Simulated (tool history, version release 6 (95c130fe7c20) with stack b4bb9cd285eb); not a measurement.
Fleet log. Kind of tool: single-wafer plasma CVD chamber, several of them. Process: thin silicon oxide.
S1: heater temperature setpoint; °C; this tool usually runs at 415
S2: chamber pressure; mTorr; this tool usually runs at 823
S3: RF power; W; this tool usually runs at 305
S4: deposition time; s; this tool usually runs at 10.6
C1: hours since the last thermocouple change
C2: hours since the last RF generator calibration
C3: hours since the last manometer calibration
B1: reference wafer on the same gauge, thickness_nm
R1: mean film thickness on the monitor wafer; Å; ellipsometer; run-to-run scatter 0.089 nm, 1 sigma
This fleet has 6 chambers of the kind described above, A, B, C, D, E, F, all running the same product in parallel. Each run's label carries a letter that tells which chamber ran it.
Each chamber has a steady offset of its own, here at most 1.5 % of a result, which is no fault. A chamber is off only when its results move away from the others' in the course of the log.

Run 1F, hour 12.6: usual settings; C1 198.5; C2 968.0; C3 1357.8; B1 16.886. Result: R1 198.23 Å.
Run 2B, hour 21.0: usual settings; C1 127.5; C2 178.5; C3 1675.1; B1 16.878. Result: R1 200.75 Å.
Run 3E, hour 33.5: usual settings; C1 1726.5; C2 1319.8; C3 1103.9; B1 16.899. Result: R1 197.87 Å.
Run 4D, hour 44.5: usual settings; C1 1630.1; C2 1158.4; C3 1006.7; B1 16.910. Result: R1 198.68 Å.
Run 5C, hour 56.3: usual settings; C1 700.4; C2 1123.2; C3 1070.9; B1 16.897. Result: R1 199.16 Å.
Run 6A, hour 64.7: usual settings but S1 409 °C; C1 343.1; C2 1702.8; C3 1429.9; B1 16.909. Result: R1 199.58 Å.
Run 7B, hour 77.8: usual settings but S1 409 °C; C1 184.3; C2 235.3; C3 1731.9; B1 16.900. Result: R1 204.25 Å.
Run 8E, hour 91.3: usual settings but S1 409 °C; C1 1784.3; C2 1377.6; C3 1161.7; B1 16.893. Result: R1 201.04 Å.
Run 9A, hour 103.8: usual settings but S1 409 °C; C1 382.2; C2 1741.9; C3 1469.0; B1 16.888. Result: R1 200.53 Å.
Run 10F, hour 112.9: usual settings but S1 409 °C; C1 298.8; C2 1068.3; C3 1458.1; B1 16.893. Result: R1 197.89 Å.
Run 11C, hour 126.5: usual settings but S1 409 °C; C1 770.6; C2 1193.4; C3 1141.1; B1 16.897. Result: R1 199.58 Å.
At hour 136.0: chamber C: capacitance manometer re-zeroed and calibrated.
Run 12D, hour 142.7: usual settings; C1 1728.3; C2 1256.6; C3 1104.9; B1 16.918. Result: R1 198.22 Å.
At hour 146.8: chamber A: RF generator calibrated.
Run 13A, hour 158.8: usual settings; C1 437.2; C2 12.1; C3 1524.0; B1 16.896. Result: R1 199.47 Å.
Run 14E, hour 170.5: usual settings; C1 1863.5; C2 1456.8; C3 1240.9; B1 16.916. Result: R1 199.36 Å.
Run 15F, hour 179.0: usual settings but S2 698 mTorr; C1 364.9; C2 1134.4; C3 1524.2; B1 16.903. Result: R1 167.53 Å.
At hour 184.7: chamber C: thermocouple changed; heater temperature recalibrated.
Run 16B, hour 188.4: usual settings but S2 698 mTorr; C1 294.9; C2 345.9; C3 1842.5; B1 16.900. Result: R1 170.52 Å.
Run 17C, hour 198.8: usual settings but S2 698 mTorr; C1 14.1; C2 1265.7; C3 62.8; B1 16.897. Result: R1 168.42 Å.
Run 18D, hour 211.5: usual settings but S2 698 mTorr; C1 1797.1; C2 1325.4; C3 1173.7; B1 16.893. Result: R1 169.15 Å.
At hour 214.9: chamber A: capacitance manometer re-zeroed and calibrated.
Run 19B, hour 226.0: usual settings but S2 698 mTorr; C1 332.5; C2 383.5; C3 1880.1; B1 16.904. Result: R1 172.88 Å.
Run 20C, hour 239.7: usual settings but S2 698 mTorr; C1 55.0; C2 1306.6; C3 103.7; B1 16.894. Result: R1 168.24 Å.
At hour 250.3: chamber C: RF generator calibrated.
Run 21D, hour 254.7: usual settings; C1 1840.3; C2 1368.6; C3 1216.9; B1 16.891. Result: R1 195.91 Å.
At hour 258.9: chamber E: RF generator calibrated.
Run 22F, hour 265.9: usual settings; C1 451.8; C2 1221.3; C3 1611.1; B1 16.898. Result: R1 197.40 Å.
Run 23A, hour 277.5: usual settings; C1 555.9; C2 130.8; C3 62.7; B1 16.904. Result: R1 198.57 Å.
Run 24E, hour 286.1: usual settings; C1 1979.1; C2 27.2; C3 1356.5; B1 16.912. Result: R1 198.54 Å.
At hour 297.3: chamber E: thermocouple changed; heater temperature recalibrated.
Run 25F, hour 301.8: usual settings but S4 9.5 s; C1 487.7; C2 1257.2; C3 1647.0; B1 16.908. Result: R1 177.70 Å.
Run 26E, hour 317.9: usual settings but S4 9.5 s; C1 20.6; C2 59.0; C3 1388.3; B1 16.903. Result: R1 177.73 Å.
At hour 321.7: chamber F: capacitance manometer re-zeroed and calibrated.
Run 27D, hour 329.4: usual settings but S4 9.5 s; C1 1915.0; C2 1443.3; C3 1291.6; B1 16.901. Result: R1 174.05 Å.
Run 28C, hour 336.8: usual settings but S4 9.5 s; C1 152.1; C2 86.6; C3 200.8; B1 16.918. Result: R1 177.24 Å.
Run 29B, hour 350.3: usual settings but S4 9.5 s; C1 456.8; C2 507.8; C3 2004.4; B1 16.887. Result: R1 180.92 Å.
Run 30A, hour 360.7: usual settings but S4 9.5 s; C1 639.1; C2 214.0; C3 145.9; B1 16.913. Result: R1 178.06 Å.
Run 31C, hour 376.5: usual settings; C1 191.8; C2 126.3; C3 240.5; B1 16.905. Result: R1 199.38 Å.
Run 32B, hour 388.7: usual settings but S4 9.5 s; C1 495.2; C2 546.2; C3 2042.8; B1 16.906. Result: R1 182.12 Å.
Run 33A, hour 401.8: usual settings but S4 9.5 s; C1 680.2; C2 255.1; C3 187.0; B1 16.904. Result: R1 179.21 Å.
Run 34E, hour 409.5: usual settings but S4 9.5 s; C1 112.2; C2 150.6; C3 1479.9; B1 16.913. Result: R1 179.30 Å.
Run 35F, hour 424.0: usual settings but S4 9.5 s; C1 609.9; C2 1379.4; C3 102.4; B1 16.912. Result: R1 175.55 Å.
At hour 431.6: chamber E: capacitance manometer re-zeroed and calibrated.
Run 36D, hour 432.4: usual settings but S4 9.5 s; C1 2018.0; C2 1546.3; C3 1394.6; B1 16.889. Result: R1 172.40 Å.
Run 37F, hour 446.1: usual settings but S4 9.5 s; C1 632.0; C2 1401.5; C3 124.5; B1 16.878. Result: R1 178.33 Å.
At hour 447.1: chamber D: thermocouple changed; heater temperature recalibrated.
Run 38E, hour 457.7: usual settings; C1 160.4; C2 198.8; C3 26.2; B1 16.897. Result: R1 198.07 Å.
Run 39B, hour 473.2: usual settings; C1 579.7; C2 630.7; C3 2127.3; B1 16.881. Result: R1 203.00 Å.
Run 40C, hour 480.8: usual settings; C1 296.1; C2 230.6; C3 344.8; B1 16.902. Result: R1 200.43 Å.
Run 41A, hour 488.3: usual settings but S3 270 W, S4 9.8 s; C1 766.7; C2 341.6; C3 273.5; B1 16.902. Result: R1 175.86 Å.
Run 42D, hour 497.5: usual settings but S3 270 W, S4 9.8 s; C1 50.4; C2 1611.4; C3 1459.7; B1 16.894. Result: R1 168.86 Å.

Has any chamber moved away from the others, gradually or after a service, or does the common gauge drift, or do the chambers differ only by their own small steady offsets? State the chamber and the most likely cause if one applies.

Little by little, chamber D moves away from the other chambers.
Most likely cause: delivered RF power below the setpoint (%) = 8.1.
With only this log, it may be confused with: true pressure below the setpoint (%).

Chamber D could run next with any of the 4 candidate recipes listed below; each alters the usual settings, and their results appear as question marks. Which one brings its results back in line with what the other chambers deliver on the usual settings?
A result is in line if it is within this distance of the other chambers' mean on the usual settings: R1 3.10 Å
Run 43D-1, hour 509.3: usual settings but S3 300 W, S4 10.3 s. Result: R1 ?.
Run 43D-2, hour 509.3: usual settings but S2 830 mTorr. Result: R1 ?.
Run 43D-3, hour 509.3: usual settings but S2 815 mTorr. Result: R1 ?.
Run 43D-4, hour 509.3: usual settings but S2 840 mTorr, S4 10.8 s. Result: R1 ?.

Usual-settings mean across the other chambers: R1 199.54 Å
  run      R1
43D-1  185.50
43D-2  193.67
43D-3  190.46
43D-4  199.33
The answer is 43D-4, which returns the chamber to within the allowed miss of the others.

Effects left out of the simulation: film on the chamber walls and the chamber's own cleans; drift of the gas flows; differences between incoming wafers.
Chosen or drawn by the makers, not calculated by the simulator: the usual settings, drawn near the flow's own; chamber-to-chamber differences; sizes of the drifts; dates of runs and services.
